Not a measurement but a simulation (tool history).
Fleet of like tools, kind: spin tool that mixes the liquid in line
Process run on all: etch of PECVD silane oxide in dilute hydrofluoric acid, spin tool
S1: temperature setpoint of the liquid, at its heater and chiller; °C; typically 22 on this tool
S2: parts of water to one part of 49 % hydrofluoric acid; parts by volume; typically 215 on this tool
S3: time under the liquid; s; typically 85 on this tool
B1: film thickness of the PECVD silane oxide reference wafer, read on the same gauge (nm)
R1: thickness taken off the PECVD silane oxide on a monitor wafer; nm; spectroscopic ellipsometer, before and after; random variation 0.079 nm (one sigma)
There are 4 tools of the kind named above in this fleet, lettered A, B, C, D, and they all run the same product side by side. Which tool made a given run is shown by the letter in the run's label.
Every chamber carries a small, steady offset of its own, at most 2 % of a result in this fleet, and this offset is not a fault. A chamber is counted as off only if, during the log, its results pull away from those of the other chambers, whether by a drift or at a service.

run,day,S1,S2,S3,B1,R1
1A,0.408,22,215,85,110.01,15.591
2B,0.967,22,215,85,110,15.242
3C,1.412,22,215,85,110.02,15.4
4D,1.967,22,215,85,110,15.773
5D,2.379,22,215,85,110,15.478
6B,2.788,22,250,55,110,8.1837
7C,3.204,22,250,55,110.02,8.3314
8A,3.517,22,250,55,110.01,8.3566
9B,4.054,22,250,55,110,8.1354
10D,4.375,22,215,85,110,15.501
11C,4.667,22,215,85,110.01,15.358
12A,5.117,22,215,85,110,15.408
13D,5.617,19.5,125,85,109.99,26.742
14C,6.033,19.5,125,85,110.01,26.522
# day 6.054: chamber C: hydrofluoric acid flow meter replaced
15A,6.433,19.5,125,85,110,26.491
16B,6.767,19.5,125,85,109.99,26.42
17A,7.058,22,215,85,110,15.575
# day 7.367: chamber A: hydrofluoric acid flow meter replaced
18C,7.625,20,270,85,109.99,10.763
19B,7.992,20,270,85,110,10.698
20D,8.358,20,270,85,109.99,11.034
21C,8.683,20,270,85,110.02,10.659
22D,9.088,22,215,85,110,15.474
23B,9.55,22,215,85,110,15.245
24A,10.062,22,285,85,109.98,11.001
25A,10.417,22,285,85,110,11.001
# day 10.504: chamber D: hydrofluoric acid flow meter replaced
26B,10.925,22,285,85,109.98,10.721
27C,11.308,22,285,85,109.98,10.85
28D,11.717,22,215,85,110.02,15.484
29A,12.283,22,215,85,110,15.662
30C,12.646,22,215,85,109.99,15.291
31B,13.008,22,215,85,109.99,15.677
32D,13.579,22,215,85,110.01,15.704
# day 13.8: chamber C: thermometer replaced
33B,13.854,22,215,85,109.96,15.54
34A,14.104,22,215,85,110,15.47
35D,14.467,22,215,35,109.99,6.4471
36C,14.754,22,215,35,110,6.3838
37C,15.133,22,215,35,110.01,6.3196
38B,15.529,22,215,35,110,6.4672
39D,16.017,22,320,130,109.99,14.568
40A,16.296,22,320,130,110.02,14.506
41B,16.546,22,320,130,110,14.478
42D,16.908,22,320,130,110.01,14.5
43A,17.458,22,215,50,110,9.2186
44C,17.992,22,215,50,110,9.0291

What goes on in this fleet: one chamber off, a drifting gauge, or nothing beyond the chambers' own small offsets? Name the chamber and the cause, if any.

It is chamber B that slowly wanders off from its peers.
Likeliest cause: liquid hotter than its thermometer reads (K) = 1.17.
The log might look much the same if the cause were instead: hydrofluoric acid flow above the setpoint (%).

Below are 4 candidate recipes for chamber B's next run, each the usual settings with a change, their results shown as question marks. Which of them brings B's results back in line with what the other chambers give on the usual settings?
A result is in line if it is within this distance of the other chambers' mean on the usual settings: R1 0.28 nm
45B-1,18.4,22,220,85,,?
45B-2,18.4,22,215,90,,?
45B-3,18.4,22,210,85,,?
45B-4,18.4,22,225,85,,?

Average result of the remaining chambers running the usual settings: R1 15.523 nm
run,R1
45B-1,15.445
45B-2,16.827
45B-3,16.362
45B-4,15.017
45B-1 is the one that brings the chamber's results back in line with the other chambers.
